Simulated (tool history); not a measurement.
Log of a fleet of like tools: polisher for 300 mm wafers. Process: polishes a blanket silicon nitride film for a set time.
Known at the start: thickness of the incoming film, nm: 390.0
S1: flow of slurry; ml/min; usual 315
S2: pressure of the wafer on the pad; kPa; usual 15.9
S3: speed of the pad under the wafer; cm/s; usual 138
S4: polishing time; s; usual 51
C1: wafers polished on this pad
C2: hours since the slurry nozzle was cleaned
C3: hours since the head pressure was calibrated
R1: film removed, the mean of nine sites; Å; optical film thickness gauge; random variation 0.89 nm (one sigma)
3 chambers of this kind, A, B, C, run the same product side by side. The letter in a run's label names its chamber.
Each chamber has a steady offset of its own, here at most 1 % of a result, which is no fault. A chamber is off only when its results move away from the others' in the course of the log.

run,hour,S1,S2,S3,S4,C1,C2,C3,R1
# hour 2.9: chamber B: worn pad replaced by a new one
1C,7.2,315,15.9,138,51,198,65.9,384.1,816.86
2B,12.4,315,15.9,138,51,120,454.6,1319.1,827.08
3A,18.6,315,15.9,138,51,568,515.1,90.6,830.23
4B,24.6,315,15.9,138,51,275,466.8,1331.3,830.33
5A,28.3,315,15.9,138,51,691,524.8,100.3,817.58
6C,34.3,315,15.9,138,51,542,93,411.2,822.41
# hour 35.8: chamber A: worn pad replaced by a new one
7C,38.9,315,15.9,138,51,600,97.6,415.8,828.17
8B,43.9,315,15.9,138,51,520,486.1,1350.6,822.76
9A,48.6,315,15.9,138,51,162,545.1,120.6,821.66
10A,55.9,315,15.9,138,51,255,552.4,127.9,818.54
11B,60.8,315,15.9,138,51,734,503,1367.5,853.45
12C,66.2,315,15.9,138,51,946,124.9,443.1,822.67
13B,74.8,315,15.9,138,51,911,517,1381.5,830.36
14A,81.6,315,15.9,138,51,581,578.1,153.6,826.03
# hour 82.2: chamber C: worn pad replaced by a new one
15C,85.9,315,15.9,138,51,47,144.6,462.8,851.56
16A,90.5,380,15.9,138,51,693,587,162.5,843.64
# hour 94.7: chamber A: worn pad replaced by a new one
17B,95.5,380,15.9,138,51,1174,537.7,1402.2,848.22
18C,102.2,380,15.9,138,51,254,160.9,479.1,869.16
19C,109,315,15.9,138,51,340,167.7,485.9,851.42
# hour 110.3: chamber B: worn pad replaced by a new one
20B,115.3,315,15.9,138,51,64,557.5,1422,846.26
21A,119.5,315,15.9,138,51,314,616,191.5,836.58
22A,123.7,315,15.9,138,51,368,620.2,195.7,825.57
23C,128,405,15.9,94,51,581,186.7,504.9,641.42
24B,136.6,405,15.9,94,51,334,578.8,1443.3,624.2
25A,144,405,15.9,94,51,625,640.5,216,615.12
# hour 149.4: chamber A: worn pad replaced by a new one
26C,152.7,315,15.9,138,51,894,211.4,529.6,846.78
27B,156.9,315,15.9,138,51,591,599.1,1463.6,835.54
# hour 158: chamber B: head pressure recalibrated
28B,164.1,315,15.9,138,51,682,606.3,6.2,838.65
29C,169.7,315,15.9,138,51,1110,228.4,546.6,855.27
# hour 172.9: chamber C: worn pad replaced by a new one
30A,177.6,315,15.9,138,51,357,674.1,249.6,830.68
31B,182.5,315,15.9,138,51,916,624.7,24.6,825.72
32A,186.6,315,15.9,138,51,471,683.1,258.6,851.02
# hour 186.7: chamber A: slurry nozzle cleaned
33C,191.9,315,15.9,138,51,242,250.6,568.8,874.88
34C,199.1,315,15.9,138,51,333,257.8,576,885.38
# hour 201.9: chamber B: slurry nozzle cleaned
35A,203,315,15.9,138,51,679,16.3,275,808.07
# hour 207.5: chamber A: worn pad replaced by a new one
36B,209.3,315,15.9,138,51,1255,7.5,51.4,837.75
37C,217.9,315,15.9,138,51,571,276.6,594.8,883.72
# hour 220.4: chamber B: worn pad replaced by a new one
38A,222.3,315,15.9,138,51,187,35.6,294.3,824.47
39B,228.6,315,15.9,138,51,104,26.8,70.7,826.52
40B,234.6,315,15.9,138,51,180,32.8,76.7,823.95
41A,242.4,315,15.9,138,51,442,55.7,314.4,820.64
42C,248.6,315,15.9,138,51,960,307.3,625.5,894.74
43B,256.4,315,15.9,138,51,457,54.6,98.5,818.79
# hour 258.2: chamber A: worn pad replaced by a new one
44A,261.7,315,15.9,138,51,44,75,333.7,835.52

All 3 chambers run these settings next. Forecast each chamber's results:
45A,267.9,315,15.9,138,51,,,,?
45B,267.9,315,15.9,138,51,,,,?
45C,267.9,315,15.9,138,51,,,,?

run,R1
45A,809.29
45B,813.47
45C,885.62
